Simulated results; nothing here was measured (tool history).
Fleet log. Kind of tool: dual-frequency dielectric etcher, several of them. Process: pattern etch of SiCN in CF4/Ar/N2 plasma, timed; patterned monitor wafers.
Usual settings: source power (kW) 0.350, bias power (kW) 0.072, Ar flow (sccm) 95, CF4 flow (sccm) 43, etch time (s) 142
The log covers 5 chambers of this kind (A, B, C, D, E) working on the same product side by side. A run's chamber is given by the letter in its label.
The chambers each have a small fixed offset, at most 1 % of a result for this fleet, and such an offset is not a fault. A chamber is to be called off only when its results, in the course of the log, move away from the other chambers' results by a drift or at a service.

run   hour  source power (kW)  bias power (kW)  Ar flow (sccm)  CF4 flow (sccm)  etch time (s)  hours since the last wet clean  hours since the last source power generator calibration  hours since the last bias power generator calibration  hours since the last Ar flow controller change  hours since the last CF4 flow controller change  read-back reference wafer on the same gauge, depth_nm  mean etch depth across the wafer (Å)
 1D    4.1              0.350            0.072              95               43            142                            78.5                                                   1858.4                                                  973.3                                          1376.3                                            969.4                                                 93.333                                927.10
 2A    7.3              0.350            0.072              95               43            142                           274.0                                                   3421.0                                                  615.3                                           119.6                                           1975.4                                                 93.305                                918.50
 3B   11.2              0.350            0.072              95               43            142                           308.0                                                   2391.1                                                  152.1                                          3561.3                                           5198.9                                                 93.357                                916.30
 4C   16.5              0.350            0.072              95               43            142                            23.2                                                    147.3                                                 2066.3                                           249.0                                           1010.2                                                 93.312                                917.51
 5E   22.4              0.350            0.072              95               43            142                            90.7                                                   1627.8                                                 1413.6                                          1687.7                                           1223.5                                                 93.397                                921.22
 6D   25.8              0.350            0.072              95               43            142                           100.2                                                   1880.1                                                  995.0                                          1398.0                                            991.1                                                 93.401                                926.71
 7E   31.0              0.350            0.072              95               43            142                            99.3                                                   1636.4                                                 1422.2                                          1696.3                                           1232.1                                                 93.401                                923.12
 8B   37.1              0.430            0.072              95               43            142                           333.9                                                   2417.0                                                  178.0                                          3587.2                                           5224.8                                                 93.459                               1094.10
 9A   42.3              0.430            0.072              95               43            142                           309.0                                                   3456.0                                                  650.3                                           154.6                                           2010.4                                                 93.434                               1100.80
10C   47.9              0.430            0.072              95               43            142                            54.6                                                    178.7                                                 2097.7                                           280.4                                           1041.6                                                 93.466                               1100.40
11B   50.7              0.430            0.072              95               43            142                           347.5                                                   2430.6                                                  191.6                                          3600.8                                           5238.4                                                 93.464                               1091.30
12A   55.2              0.430            0.072              95               43            142                           321.9                                                   3468.9                                                  663.2                                           167.5                                           2023.3                                                 93.512                               1099.80
13E   59.4              0.350            0.072              95               43            142                           127.7                                                   1664.8                                                 1450.6                                          1724.7                                           1260.5                                                 93.474                                922.86
14C   62.6              0.350            0.072              95               47            142                            69.3                                                    193.4                                                 2112.4                                           295.1                                           1056.3                                                 93.514                                930.37
15D   66.5              0.350            0.072              95               47            142                           140.9                                                   1920.8                                                 1035.7                                          1438.7                                           1031.8                                                 93.525                                941.10
      70.5  -- chamber B: wet clean of the chamber
16A   71.1              0.350            0.072              95               47            142                           337.8                                                   3484.8                                                  679.1                                           183.4                                           2039.2                                                 93.528                                936.36
17B   76.2              0.350            0.072              95               47            142                             5.7                                                   2456.1                                                  217.1                                          3626.3                                           5263.9                                                 93.560                                928.61
18D   80.5              0.350            0.072              95               47            142                           154.9                                                   1934.8                                                 1049.7                                          1452.7                                           1045.8                                                 93.561                                943.85
19C   86.6              0.350            0.072              95               43            142                            93.3                                                    217.4                                                 2136.4                                           319.1                                           1080.3                                                 93.587                                917.94
20E   92.2              0.350            0.072              95               43            142                           160.5                                                   1697.6                                                 1483.4                                          1757.5                                           1293.3                                                 93.607                                925.52
21D   96.8              0.350            0.072              95               43            142                           171.2                                                   1951.1                                                 1066.0                                          1469.0                                           1062.1                                                 93.582                                930.18
22C  100.0              0.350            0.072              95               43            142                           106.7                                                    230.8                                                 2149.8                                           332.5                                           1093.7                                                 93.608                                920.73
23A  103.2              0.350            0.065              95               43            142                           369.9                                                   3516.9                                                  711.2                                           215.5                                           2071.3                                                 93.663                                885.01
24B  106.5              0.350            0.065              95               43            142                            36.0                                                   2486.4                                                  247.4                                          3656.6                                           5294.2                                                 93.687                                883.31
25E  109.3              0.350            0.065              95               43            142                           177.6                                                   1714.7                                                 1500.5                                          1774.6                                           1310.4                                                 93.664                                890.27
26B  113.6              0.350            0.065              95               43            142                            43.1                                                   2493.5                                                  254.5                                          3663.7                                           5301.3                                                 93.650                                882.38
27D  118.1              0.350            0.065              95               43            142                           192.5                                                   1972.4                                                 1087.3                                          1490.3                                           1083.4                                                 93.660                                897.98
28E  121.5              0.350            0.072              95               43            142                           189.8                                                   1726.9                                                 1512.7                                          1786.8                                           1322.6                                                 93.725                                927.68
29A  127.0              0.350            0.072              95               43            142                           393.7                                                   3540.7                                                  735.0                                           239.3                                           2095.1                                                 93.697                                922.95
30C  132.2              0.350            0.072              95               43            142                           138.9                                                    263.0                                                 2182.0                                           364.7                                           1125.9                                                 93.768                                920.78
31C  138.1              0.350            0.072              95               43            142                           144.8                                                    268.9                                                 2187.9                                           370.6                                           1131.8                                                 93.754                                917.83
32E  142.1              0.350            0.072              95               43            142                           210.4                                                   1747.5                                                 1533.3                                          1807.4                                           1343.2                                                 93.778                                926.23
33D  147.9              0.350            0.072              95               43            142                           222.3                                                   2002.2                                                 1117.1                                          1520.1                                           1113.2                                                 93.794                                929.81
34B  153.5              0.350            0.072              95               43            142                            83.0                                                   2533.4                                                  294.4                                          3703.6                                           5341.2                                                 93.769                                915.84
35A  157.5              0.350            0.072              95               43            142                           424.2                                                   3571.2                                                  765.5                                           269.8                                           2125.6                                                 93.819                                924.79

Read the log: is a single chamber off, either drifting away or since a service, is the gauge that measures every chamber drifting, or is nothing wrong beyond small per-chamber offsets? Name any odd chamber and what most likely caused it.

Gauge drift. The chambers move together only on paper, and none stands off.
Likeliest cause: gauge reads high (%) = 0.577.
